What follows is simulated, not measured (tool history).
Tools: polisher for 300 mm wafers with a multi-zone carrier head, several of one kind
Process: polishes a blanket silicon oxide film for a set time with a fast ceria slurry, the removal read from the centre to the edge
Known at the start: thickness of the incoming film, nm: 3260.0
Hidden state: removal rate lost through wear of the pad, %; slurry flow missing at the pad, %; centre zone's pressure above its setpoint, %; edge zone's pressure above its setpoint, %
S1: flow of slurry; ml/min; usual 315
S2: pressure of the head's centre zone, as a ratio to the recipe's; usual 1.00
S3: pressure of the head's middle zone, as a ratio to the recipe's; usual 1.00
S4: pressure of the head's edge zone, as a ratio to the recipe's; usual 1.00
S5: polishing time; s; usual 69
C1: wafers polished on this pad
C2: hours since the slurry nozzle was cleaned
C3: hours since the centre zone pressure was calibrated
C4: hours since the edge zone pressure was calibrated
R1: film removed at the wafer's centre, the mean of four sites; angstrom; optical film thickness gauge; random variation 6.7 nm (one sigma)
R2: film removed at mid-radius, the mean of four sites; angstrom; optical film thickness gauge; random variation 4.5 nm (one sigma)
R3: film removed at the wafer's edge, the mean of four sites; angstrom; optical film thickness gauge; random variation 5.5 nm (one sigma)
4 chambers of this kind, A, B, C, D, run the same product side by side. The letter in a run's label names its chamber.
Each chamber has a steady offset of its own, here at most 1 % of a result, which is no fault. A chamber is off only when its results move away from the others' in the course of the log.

run	day	S1	S2	S3	S4	S5	C1	C2	C3	C4	R1	R2	R3
1B	0.262	315	1.00	1.00	1.00	69	380	161.9	417.7	872.8	7281.0	7367.6	7383.5
# day 0.425: chamber D: worn pad replaced by a new one
2A	0.617	315	1.00	1.00	1.00	69	180	296.8	185.0	868.9	7412.0	7329.2	7354.2
# day 0.733: chamber C: centre zone pressure recalibrated
3C	0.908	315	1.00	1.00	1.00	69	594	632.9	4.3	555.9	7407.8	7292.8	7322.5
4D	1.325	315	1.00	1.00	1.00	69	252	159.0	215.5	286.3	7439.8	7445.8	7365.7
# day 1.462: chamber A: edge zone pressure recalibrated
5A	1.717	315	0.88	0.95	1.00	69	488	323.2	211.4	6.2	6330.4	6977.5	7402.2
6B	2.067	315	0.88	0.95	1.00	69	885	205.2	461.0	916.1	6390.3	6995.4	7377.6
# day 2.388: chamber B: worn pad replaced by a new one
7C	2.496	315	0.88	0.95	1.00	69	1038	671.0	42.4	594.0	6379.4	6950.5	7363.2
8D	2.792	315	0.88	0.95	1.00	69	663	194.2	250.7	321.5	6333.0	7111.6	7342.7
# day 2.871: chamber A: worn pad replaced by a new one
9B	3.196	315	1.00	1.00	1.00	69	226	232.3	488.1	943.2	7243.0	7296.2	7263.5
# day 3.254: chamber C: edge zone pressure recalibrated
10D	3.508	315	1.00	1.00	1.00	69	863	211.4	267.9	338.7	7366.2	7511.3	7387.0
11C	3.908	315	1.00	1.00	1.00	69	1433	704.9	76.3	15.7	7345.2	7373.3	7369.3
12A	4.129	315	1.00	1.00	1.00	69	353	381.1	269.3	64.1	7296.1	7291.4	7365.7
13B	4.554	315	1.00	1.00	1.00	69	606	264.9	520.7	975.8	7345.1	7298.4	7333.5
14C	4.954	315	1.00	1.00	1.00	69	1726	730.0	101.4	40.8	7283.0	7240.2	7300.2
15D	5.258	315	1.00	1.00	1.00	69	1353	253.4	309.9	380.7	7437.6	7418.6	7307.9
16A	5.612	315	1.00	1.00	1.00	69	767	416.7	304.9	99.7	7327.5	7310.9	7394.7
# day 5.642: chamber A: worn pad replaced by a new one
# day 5.675: chamber D: worn pad replaced by a new one
# day 5.758: chamber B: worn pad replaced by a new one
17C	5.992	315	1.00	1.00	1.00	69	2016	754.9	126.3	65.7	7208.7	7155.1	7103.3
18B	6.312	315	1.00	1.00	1.00	69	155	307.1	562.9	1018.0	7402.6	7349.3	7407.7
19A	6.579	315	1.00	1.00	1.00	69	262	439.9	328.1	122.9	7450.4	7385.9	7439.4
20D	7.021	315	1.00	1.00	1.00	69	377	295.7	352.2	423.0	7415.4	7520.9	7369.2
21A	7.262	315	1.00	1.00	1.00	69	453	456.3	344.5	139.3	7314.5	7295.4	7426.3
22C	7.712	315	1.00	1.00	1.00	69	2498	796.2	167.6	107.0	7021.4	6932.0	7009.6
23D	7.929	315	1.00	1.00	1.00	69	631	317.5	374.0	444.8	7489.5	7331.2	7452.8
# day 8.283: chamber D: slurry nozzle cleaned
24B	8.300	315	1.00	1.00	1.00	69	711	354.8	610.6	1065.7	7377.4	7328.3	7326.8
25B	8.517	315	1.00	1.00	1.00	69	772	360.0	615.8	1070.9	7363.1	7383.0	7275.2
# day 8.667: chamber A: worn pad replaced by a new one
26D	8.825	315	1.00	1.00	1.00	84	881	13.0	395.5	466.3	9097.5	9020.5	9105.5
# day 8.875: chamber B: edge zone pressure recalibrated
27A	9.083	315	1.00	1.00	1.00	84	117	500.0	388.2	183.0	8974.6	8904.3	8989.5
# day 9.429: chamber B: worn pad replaced by a new one
28C	9.483	315	1.00	1.00	1.00	84	2993	838.7	210.1	149.5	8373.7	8379.3	8209.5
29D	9.867	315	1.00	1.00	1.00	84	1173	38.0	420.5	491.3	8959.9	9073.3	8977.1
30C	10.138	315	1.00	1.00	1.00	69	3176	854.4	225.8	165.2	6775.4	6702.0	6798.9
# day 10.167: chamber D: worn pad replaced by a new one
31B	10.375	315	0.93	1.00	1.05	69	264	404.6	660.4	36.0	6727.4	7302.8	7617.2
32A	10.629	315	0.93	1.00	1.05	69	549	537.1	425.3	220.1	6827.6	7335.2	7565.3
33A	10.912	315	0.93	1.00	1.05	69	628	543.9	432.1	226.9	6813.6	7269.4	7525.2
34C	11.338	315	0.93	1.00	1.05	69	3512	883.2	254.6	194.0	6228.3	6586.5	6840.7
35D	11.754	315	1.00	1.00	1.00	69	444	83.3	465.8	536.6	7382.2	7311.1	7358.2

Is one chamber off against the others, does the gauge drift, or is nothing wrong? If a chamber is off, say which, and what the likeliest cause is.

Chamber C drifts away from the others.
Cause: removal rate lost through wear of the pad, % = 10.8.

Here are 4 candidates for chamber C's next run, each the usual settings with a change, their results left as question marks. Which one brings its results back in line with what the others give on the usual settings?
In line means no further than this from the other chambers' mean on the usual settings: R1 230.0 angstrom; R2 160.0 angstrom; R3 190.0 angstrom
36C-1	12.075	310	1.01	0.99	0.99	54					?	?	?
36C-2	12.075	320	1.00	1.01	1.01	88					?	?	?
36C-3	12.075	320	1.00	1.01	1.00	77					?	?	?
36C-4	12.075	315	1.01	1.00	0.99	62					?	?	?

The other chambers' mean on the usual settings: R1 7348.6 angstrom; R2 7347.9 angstrom; R3 7354.0 angstrom
run	R1	R2	R3
36C-1	5222.8	5049.4	5094.9
36C-2	8446.3	8406.2	8407.1
36C-3	7390.5	7355.5	7317.7
36C-4	6006.9	5860.0	5855.5
36C-3 brings the chamber back in line.
